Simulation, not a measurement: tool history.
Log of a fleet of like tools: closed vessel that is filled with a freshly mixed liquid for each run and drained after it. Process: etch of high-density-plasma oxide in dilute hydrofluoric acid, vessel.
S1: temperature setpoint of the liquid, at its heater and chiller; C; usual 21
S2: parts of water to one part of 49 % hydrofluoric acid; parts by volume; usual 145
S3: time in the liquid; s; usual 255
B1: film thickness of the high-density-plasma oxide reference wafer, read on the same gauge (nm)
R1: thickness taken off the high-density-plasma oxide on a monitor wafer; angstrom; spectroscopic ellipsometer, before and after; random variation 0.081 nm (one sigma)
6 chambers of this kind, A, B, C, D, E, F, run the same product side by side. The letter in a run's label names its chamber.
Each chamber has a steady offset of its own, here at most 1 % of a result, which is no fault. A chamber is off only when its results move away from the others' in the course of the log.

run	hour	S1	S2	S3	B1	R1
1A	4.9	21	145	255	60.01	105.86
2E	8.8	21	145	255	59.999	106.98
3F	12.5	21	145	255	60.013	104.27
4C	18.4	21	145	255	59.99	105.25
5B	25.6	21	145	255	59.992	106.15
6D	30.8	21	145	255	59.989	104.76
7E	37.9	21	145	255	60.006	105.09
8A	45.4	21	145	255	59.986	105.24
9C	53.5	21	90	255	60.028	179.1
10D	60.7	21	90	255	60.017	179.63
11B	64.3	21	90	255	59.997	180.54
12F	68.5	21	90	255	60.004	178.16
13A	73.6	21	90	255	60.019	178.92
14D	80.6	21	90	255	59.991	179.34
15B	84.9	21	145	255	59.996	104.39
16E	92.5	25.5	120	255	60.003	153.97
17C	98.7	25.5	120	255	59.985	157.96
18F	103.5	25.5	120	255	60.003	155.32
19A	107.1	25.5	120	255	60.013	155.26
20D	114.6	25.5	120	255	60.023	155.4
21B	120.3	25.5	120	255	60.009	152.78
22C	126.9	21	145	255	60.005	105.87
23F	130.4	21	145	255	60.023	104.97
24E	134.6	21	145	115	60.017	47.369
# hour 139.7: chamber E: thermometer replaced
25E	140.7	21	145	115	59.99	46.532
26A	145.8	21	145	115	60.031	47.676
27D	150.5	21	145	115	59.989	48.09
28C	155.2	21	145	115	60.015	47.476
29B	161.9	21	145	115	60.016	47.04
30F	167.8	22.5	170	255	59.977	92.777
31C	173.1	22.5	170	255	60.006	93.419
32D	177.3	22.5	170	255	60.005	93.472
33E	184.8	22.5	170	255	60.01	87.409
34F	189.1	22.5	170	255	59.962	92.887
35A	196.3	22.5	170	255	60.034	93.988
36B	200.2	21	145	255	59.995	104.05
37B	207.4	21	145	255	60.024	103.41
38F	211.3	21	145	255	59.978	105.92

Next, every chamber runs the same settings. What will each give?
39A	217.1	21	115	255		?
39B	217.1	21	115	255		?
39C	217.1	21	115	255		?
39D	217.1	21	115	255		?
39E	217.1	21	115	255		?
39F	217.1	21	115	255		?

run	R1
39A	138.31
39B	134.55
39C	137.33
39D	136.86
39E	129.82
39F	136.35

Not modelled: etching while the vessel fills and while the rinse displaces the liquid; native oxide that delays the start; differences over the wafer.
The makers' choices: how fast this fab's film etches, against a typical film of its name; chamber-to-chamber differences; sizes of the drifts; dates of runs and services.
